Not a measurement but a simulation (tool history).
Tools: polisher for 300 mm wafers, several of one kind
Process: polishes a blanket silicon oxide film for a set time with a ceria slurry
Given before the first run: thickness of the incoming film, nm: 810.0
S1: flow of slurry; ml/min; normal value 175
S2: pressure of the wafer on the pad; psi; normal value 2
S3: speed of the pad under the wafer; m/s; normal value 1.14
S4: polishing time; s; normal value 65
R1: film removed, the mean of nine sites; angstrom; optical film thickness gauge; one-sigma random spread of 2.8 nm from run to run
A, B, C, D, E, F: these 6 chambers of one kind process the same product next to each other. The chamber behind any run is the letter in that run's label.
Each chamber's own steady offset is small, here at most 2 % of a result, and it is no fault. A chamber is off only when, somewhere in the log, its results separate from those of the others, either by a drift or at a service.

run   hour   S1  S2    S3  S4      R1
       3.9  -- chamber A: worn pad replaced by a new one
 1A    4.4  175   2  1.14  65    2589
 2C    7.7  175   2  1.14  65    2529
      11.9  -- chamber D: slurry nozzle cleaned
 3D   12.3  175   2  1.14  65  2471.2
 4B   14.4  175   2  1.14  65  2480.1
 5F   18.2  175   2  1.14  65  2503.8
 6E   22.2  175   2  1.14  65  2470.2
      25.5  -- chamber F: worn pad replaced by a new one
 7A     26  175   2  1.14  65  2564.4
      26.7  -- chamber E: worn pad replaced by a new one
      27.9  -- chamber D: worn pad replaced by a new one
 8D   30.7  175   2  1.14  65    2508
 9E   34.6  175   2  1.14  65  2510.9
10B   36.8  175   2  1.46  65  3182.4
11F     41  175   2  1.46  65  3297.9
12C     45  175   2  1.46  65    3295
      48.8  -- chamber C: worn pad replaced by a new one
13E     49  175   2  1.46  65  3171.2
      51.2  -- chamber A: slurry nozzle cleaned
14C   52.7  175   2  1.46  65  3273.4
15F     57  175   2  1.46  65  3246.9
16A   60.7  175   2  1.14  65  2537.3
17D   64.4  175   2  1.14  65  2540.8
      66.7  -- chamber E: worn pad replaced by a new one
18B   67.3  175   2  1.14  65  2520.1
      68.1  -- chamber B: worn pad replaced by a new one
19C   69.5  175   2  1.14  65  2479.6
20F   71.6  175   2  1.14  65  2460.4
21D   73.7  175   2  1.14  65  2463.2
22E   77.3  175   2  1.14  65  2495.5
23A   81.1  175   2  1.14  65  2522.5
24B   83.7  175   2  1.14  65  2446.4
25F   87.4  175   2  1.14  65  2491.2
26C   90.9  175   2  0.84  65  1853.6
27D     94  175   2  0.84  65  1851.6
28E   96.3  175   2  0.84  65  1857.3
      98.3  -- chamber A: worn pad replaced by a new one
29A  100.1  175   2  0.84  65  1841.1
     101.6  -- chamber F: worn pad replaced by a new one
     101.7  -- chamber E: worn pad replaced by a new one
30B  104.6  175   2  0.84  65  1784.2
31F  108.8  175   2  0.84  65  1852.9
32D  112.1  175   2  1.14  65  2475.5
     113.2  -- chamber D: worn pad replaced by a new one
33E  116.6  175   2  1.14  65    2480
     118.9  -- chamber F: slurry nozzle cleaned
34B  121.3  175   2  1.14  65  2524.1
     122.4  -- chamber C: worn pad replaced by a new one
35C  123.4  175   2  1.14  65  2523.8
36A  126.5  175   2  1.14  65  2586.7
37B  129.1  175   2  1.14  65  2500.6
38F  133.6  175   2  1.14  65  2517.1
39D  135.9  225   2  1.14  65  2615.6
40C  138.3  225   2  1.14  65  2623.4
41A  141.5  225   2  1.14  65  2652.4

Predict what each chamber gives when all 6 of them run the settings below next.
42A  144.9  175   2  1.34  65   ?
42B  144.9  175   2  1.34  65   ?
42C  144.9  175   2  1.34  65   ?
42D  144.9  175   2  1.34  65   ?
42E  144.9  175   2  1.34  65   ?
42F  144.9  175   2  1.34  65   ?

run      R1
42A  3019.4
42B  2893.4
42C  2923.1
42D  2976.6
42E  2938.3
42F  2951.2
